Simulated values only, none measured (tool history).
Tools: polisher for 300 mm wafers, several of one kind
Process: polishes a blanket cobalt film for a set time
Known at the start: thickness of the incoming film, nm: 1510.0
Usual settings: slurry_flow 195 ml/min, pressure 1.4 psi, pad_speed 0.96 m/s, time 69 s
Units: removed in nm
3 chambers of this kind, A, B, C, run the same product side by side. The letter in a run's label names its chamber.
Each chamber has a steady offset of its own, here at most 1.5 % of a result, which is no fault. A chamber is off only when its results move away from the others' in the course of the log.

At hour 10.6: chamber B: head pressure recalibrated.
Run 1C, hour 10.7: usual settings. Result: removed 204.79 nm.
At hour 13.1: chamber A: worn pad replaced by a new one.
Run 2A, hour 23.8: usual settings. Result: removed 207.86 nm.
At hour 25.1: chamber C: worn pad replaced by a new one.
At hour 33.7: chamber B: worn pad replaced by a new one.
Run 3B, hour 35.8: usual settings. Result: removed 207.01 nm.
Run 4A, hour 43.5: usual settings. Result: removed 205.34 nm.
At hour 52.1: chamber A: head pressure recalibrated.
Run 5B, hour 54.9: usual settings. Result: removed 205.59 nm.
Run 6C, hour 67.8: usual settings but time 50 s. Result: removed 147.57 nm.
Run 7A, hour 74.7: usual settings but time 50 s. Result: removed 152.61 nm.
Run 8C, hour 86.7: usual settings but time 50 s. Result: removed 147.23 nm.
At hour 96: chamber B: worn pad replaced by a new one.
Run 9B, hour 101.4: usual settings. Result: removed 211.35 nm.
At hour 106.5: chamber C: slurry nozzle cleaned.
Run 10B, hour 110.4: usual settings. Result: removed 213.34 nm.
At hour 110.9: chamber C: worn pad replaced by a new one.
Run 11A, hour 118.5: usual settings but slurry_flow 160 ml/min, time 49 s. Result: removed 145.16 nm.
At hour 126.6: chamber A: worn pad replaced by a new one.
Run 12C, hour 129.8: usual settings but slurry_flow 160 ml/min, time 49 s. Result: removed 142.8 nm.
Run 13B, hour 141.6: usual settings but slurry_flow 160 ml/min, time 49 s. Result: removed 141.89 nm.
Run 14C, hour 153.1: usual settings. Result: removed 203.53 nm.
Run 15A, hour 161.9: usual settings. Result: removed 206.69 nm.
At hour 169.2: chamber B: worn pad replaced by a new one.
Run 16C, hour 176.2: usual settings. Result: removed 205.08 nm.
At hour 182.3: chamber B: slurry nozzle cleaned.
Run 17A, hour 189.5: usual settings. Result: removed 205.6 nm.
Run 18B, hour 197.7: usual settings. Result: removed 206.03 nm.
Run 19B, hour 208.8: usual settings. Result: removed 210.68 nm.
At hour 210.7: chamber C: worn pad replaced by a new one.
Run 20C, hour 224.4: usual settings. Result: removed 202 nm.
At hour 233.1: chamber B: worn pad replaced by a new one.
Run 21A, hour 239.3: usual settings. Result: removed 208.45 nm.
At hour 245.9: chamber A: worn pad replaced by a new one.
Run 22A, hour 254.5: usual settings. Result: removed 209.35 nm.
Run 23B, hour 264.3: usual settings. Result: removed 207.62 nm.
Run 24C, hour 274.2: usual settings. Result: removed 206.26 nm.
Run 25A, hour 281.5: usual settings. Result: removed 206.67 nm.
Run 26C, hour 291.8: usual settings but slurry_flow 140 ml/min, pad_speed 1.22 m/s. Result: removed 249.1 nm.

Is one chamber off against the others, does the gauge drift, or is nothing wrong? If a chamber is off, say which, and what the likeliest cause is.

No chamber stands off beyond its own small offset, and the gauge holds steady.
